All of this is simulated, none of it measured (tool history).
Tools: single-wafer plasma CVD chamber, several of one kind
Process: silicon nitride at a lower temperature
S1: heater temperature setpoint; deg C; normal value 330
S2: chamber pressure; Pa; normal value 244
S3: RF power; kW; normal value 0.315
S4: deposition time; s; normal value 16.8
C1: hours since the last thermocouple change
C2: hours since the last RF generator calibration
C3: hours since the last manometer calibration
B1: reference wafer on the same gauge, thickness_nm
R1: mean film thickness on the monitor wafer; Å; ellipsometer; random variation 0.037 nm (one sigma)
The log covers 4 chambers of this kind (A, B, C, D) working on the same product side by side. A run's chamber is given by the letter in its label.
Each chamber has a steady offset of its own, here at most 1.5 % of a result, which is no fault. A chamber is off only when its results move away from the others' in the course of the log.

| run | day | S1 | S2 | S3 | S4 | C1 | C2 | C3 | B1 | R1 |
|---|---|---|---|---|---|---|---|---|---|---|
| 1A | 0.192 | 330 | 244 | 0.315 | 16.8 | 2071.1 | 745.0 | 208.6 | 23.902 | 212.84 |
| 2D | 0.367 | 330 | 244 | 0.315 | 16.8 | 253.8 | 398.8 | 34.8 | 23.905 | 211.09 |
| 3C | 0.508 | 330 | 244 | 0.315 | 16.8 | 339.5 | 794.6 | 914.1 | 23.903 | 212.77 |
| 4B | 0.788 | 330 | 244 | 0.315 | 16.8 | 331.4 | 1144.0 | 466.2 | 23.906 | 211.65 |
| 5A | 0.992 | 330 | 244 | 0.315 | 16.8 | 2090.3 | 764.2 | 227.8 | 23.922 | 212.92 |
| 6D | 1.142 | 330 | 244 | 0.315 | 16.8 | 272.4 | 417.4 | 53.4 | 23.910 | 212.04 |
| 7C | 1.442 | 330 | 244 | 0.315 | 16.8 | 361.9 | 817.0 | 936.5 | 23.912 | 212.99 |
| 8B | 1.729 | 330 | 244 | 0.315 | 16.8 | 354.0 | 1166.6 | 488.8 | 23.939 | 211.51 |
| 9A | 2.025 | 330 | 244 | 0.290 | 14.3 | 2115.1 | 789.0 | 252.6 | 23.936 | 171.51 |
| 10D | 2.296 | 330 | 244 | 0.290 | 14.3 | 300.1 | 445.1 | 81.1 | 23.934 | 171.04 |
| 11C | 2.533 | 330 | 244 | 0.290 | 14.3 | 388.1 | 843.2 | 962.7 | 23.943 | 172.27 |
| 12B | 2.725 | 330 | 244 | 0.290 | 14.3 | 377.9 | 1190.5 | 512.7 | 23.952 | 170.79 |
| 13B | 3.008 | 330 | 244 | 0.315 | 16.8 | 384.7 | 1197.3 | 519.5 | 23.944 | 212.04 |
|  | 3.071 | chamber A: thermocouple changed; heater temperature recalibrated |
| 14D | 3.171 | 330 | 244 | 0.315 | 16.8 | 321.1 | 466.1 | 102.1 | 23.959 | 211.22 |
| 15A | 3.346 | 330 | 244 | 0.315 | 16.8 | 6.6 | 820.7 | 284.3 | 23.954 | 213.73 |
| 16C | 3.579 | 330 | 244 | 0.315 | 16.8 | 413.2 | 868.3 | 987.8 | 23.960 | 213.10 |
| 17A | 3.804 | 330 | 244 | 0.315 | 16.8 | 17.6 | 831.7 | 295.3 | 23.970 | 213.92 |
| 18C | 4.012 | 330 | 244 | 0.315 | 14.9 | 423.6 | 878.7 | 998.2 | 23.971 | 189.81 |
| 19B | 4.162 | 330 | 244 | 0.315 | 14.9 | 412.4 | 1225.0 | 547.2 | 23.962 | 187.32 |
| 20D | 4.358 | 330 | 244 | 0.315 | 14.9 | 349.6 | 494.6 | 130.6 | 23.972 | 188.45 |
| 21B | 4.608 | 330 | 244 | 0.315 | 14.9 | 423.1 | 1235.7 | 557.9 | 23.963 | 188.11 |
| 22A | 4.783 | 330 | 244 | 0.285 | 16.8 | 41.1 | 855.2 | 318.8 | 23.976 | 200.18 |
| 23D | 4.950 | 330 | 244 | 0.285 | 16.8 | 363.8 | 508.8 | 144.8 | 23.976 | 198.65 |
| 24C | 5.117 | 330 | 244 | 0.285 | 16.8 | 450.1 | 905.2 | 1024.7 | 23.976 | 200.20 |
| 25D | 5.329 | 330 | 244 | 0.285 | 16.8 | 372.9 | 517.9 | 153.9 | 23.992 | 198.50 |
|  | 5.508 | chamber C: RF generator calibrated |
| 26B | 5.654 | 330 | 244 | 0.315 | 16.8 | 448.2 | 1260.8 | 583.0 | 23.991 | 212.26 |
| 27A | 5.975 | 330 | 244 | 0.315 | 16.8 | 69.7 | 883.8 | 347.4 | 24.000 | 214.29 |
| 28C | 6.188 | 330 | 244 | 0.315 | 16.8 | 475.8 | 16.4 | 1050.4 | 24.002 | 213.75 |
| 29D | 6.421 | 330 | 220 | 0.315 | 14.0 | 399.1 | 544.1 | 180.1 | 24.015 | 171.87 |
| 30A | 6.596 | 330 | 220 | 0.315 | 14.0 | 84.6 | 898.7 | 362.3 | 24.010 | 173.98 |
| 31C | 6.875 | 330 | 220 | 0.315 | 14.0 | 492.3 | 32.9 | 1066.9 | 24.013 | 173.05 |
| 32B | 7.050 | 330 | 220 | 0.315 | 14.0 | 481.7 | 1294.3 | 616.5 | 24.013 | 172.06 |
| 33A | 7.200 | 330 | 244 | 0.365 | 16.8 | 99.1 | 913.2 | 376.8 | 24.020 | 236.57 |
| 34D | 7.392 | 330 | 244 | 0.365 | 16.8 | 422.4 | 567.4 | 203.4 | 24.025 | 233.21 |
| 35C | 7.704 | 330 | 244 | 0.365 | 16.8 | 512.2 | 52.8 | 1086.8 | 24.022 | 234.60 |
| 36B | 7.879 | 330 | 244 | 0.365 | 16.8 | 501.6 | 1314.2 | 636.4 | 24.035 | 233.07 |
| 37B | 8.062 | 330 | 244 | 0.315 | 16.8 | 506.0 | 1318.6 | 640.8 | 24.031 | 212.12 |
| 38C | 8.346 | 330 | 244 | 0.315 | 16.8 | 527.6 | 68.2 | 1102.2 | 24.037 | 213.61 |
| 39A | 8.617 | 330 | 244 | 0.315 | 16.8 | 133.1 | 947.2 | 410.8 | 24.052 | 214.87 |
| 40D | 8.879 | 330 | 244 | 0.315 | 16.8 | 458.1 | 603.1 | 239.1 | 24.045 | 212.83 |
| 41A | 9.121 | 330 | 244 | 0.315 | 16.8 | 145.2 | 959.3 | 422.9 | 24.061 | 214.27 |
| 42D | 9.442 | 330 | 244 | 0.315 | 16.8 | 471.6 | 616.6 | 252.6 | 24.062 | 213.54 |
|  | 9.583 | chamber B: RF generator calibrated |
| 43B | 9.754 | 330 | 244 | 0.315 | 16.8 | 546.6 | 4.1 | 681.4 | 24.056 | 213.05 |
| 44C | 9.958 | 330 | 244 | 0.315 | 16.8 | 566.3 | 106.9 | 1140.9 | 24.071 | 214.59 |

The same settings go to every chamber for the next run, one line per chamber below. Forecast the results for each:
| 45A | 10.192 | 330 | 283 | 0.315 | 16.8 |  |  |  |  | ? |
| 45B | 10.192 | 330 | 283 | 0.315 | 16.8 |  |  |  |  | ? |
| 45C | 10.192 | 330 | 283 | 0.315 | 16.8 |  |  |  |  | ? |
| 45D | 10.192 | 330 | 283 | 0.315 | 16.8 |  |  |  |  | ? |

| run | R1 |
|---|---|
| 45A | 223.04 |
| 45B | 221.39 |
| 45C | 222.59 |
| 45D | 221.35 |
